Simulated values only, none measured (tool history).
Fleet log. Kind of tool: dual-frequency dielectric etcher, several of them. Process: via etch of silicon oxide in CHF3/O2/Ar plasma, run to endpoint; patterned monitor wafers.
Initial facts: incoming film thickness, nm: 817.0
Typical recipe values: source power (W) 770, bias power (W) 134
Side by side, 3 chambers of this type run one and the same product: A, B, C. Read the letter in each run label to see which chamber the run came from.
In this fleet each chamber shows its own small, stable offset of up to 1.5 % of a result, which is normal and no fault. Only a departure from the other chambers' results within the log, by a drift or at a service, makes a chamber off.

run,hour,source power (W),bias power (W),endpoint time (s)
1B,3.2,770,134,412.40
2C,5.7,770,134,409.91
3A,10.7,770,134,406.86
4A,13.4,770,134,405.24
5C,18.2,770,116,429.82
6B,22.1,770,116,433.15
7A,24.8,770,116,426.82
8C,29.9,770,134,410.72
9B,33.6,770,134,416.03
10A,36.6,770,134,411.33
11B,41.2,770,134,415.97
12C,44.2,770,134,409.37
13C,47.8,770,134,409.25
14B,50.5,770,134,414.97
15A,54.9,770,134,414.44
16B,58.5,770,134,412.97
17C,63.1,770,134,411.08
18A,65.6,770,134,415.89
19C,67.8,770,134,408.34
20B,71.1,770,134,414.24
21A,73.4,770,134,417.70
# hour 76.3: chamber A: source power generator calibrated
22B,78.4,770,134,414.89
23A,83.0,770,134,421.01

Which is it: a chamber that has drifted or been left off by a service, a gauge drift common to all chambers, or only each chamber's usual small offset? If a chamber is off, name it and its likeliest cause.

Little by little, chamber A moves away from the other chambers.
Cause: etch rate under this chamber's usual, % = 3.36.

Below are 4 candidate recipes for chamber A's next run, each the usual settings with a change, their results shown as question marks. Which of them brings A's results back in line with what the other chambers give on the usual settings?
In-line tolerance around the mean of the other chambers on the usual settings: endpoint time (s) 4.60
24A-1,86.7,770,132,?
24A-2,86.7,800,138,?
24A-3,86.7,780,135,?
24A-4,86.7,740,130,?

The mean the other chambers reach with the usual settings: endpoint time (s) 412.33
run,endpoint time (s)
24A-1,425.50
24A-2,413.50
24A-3,420.43
24A-4,434.14
Change 24A-2 lands the chamber within the allowed miss of the other chambers.

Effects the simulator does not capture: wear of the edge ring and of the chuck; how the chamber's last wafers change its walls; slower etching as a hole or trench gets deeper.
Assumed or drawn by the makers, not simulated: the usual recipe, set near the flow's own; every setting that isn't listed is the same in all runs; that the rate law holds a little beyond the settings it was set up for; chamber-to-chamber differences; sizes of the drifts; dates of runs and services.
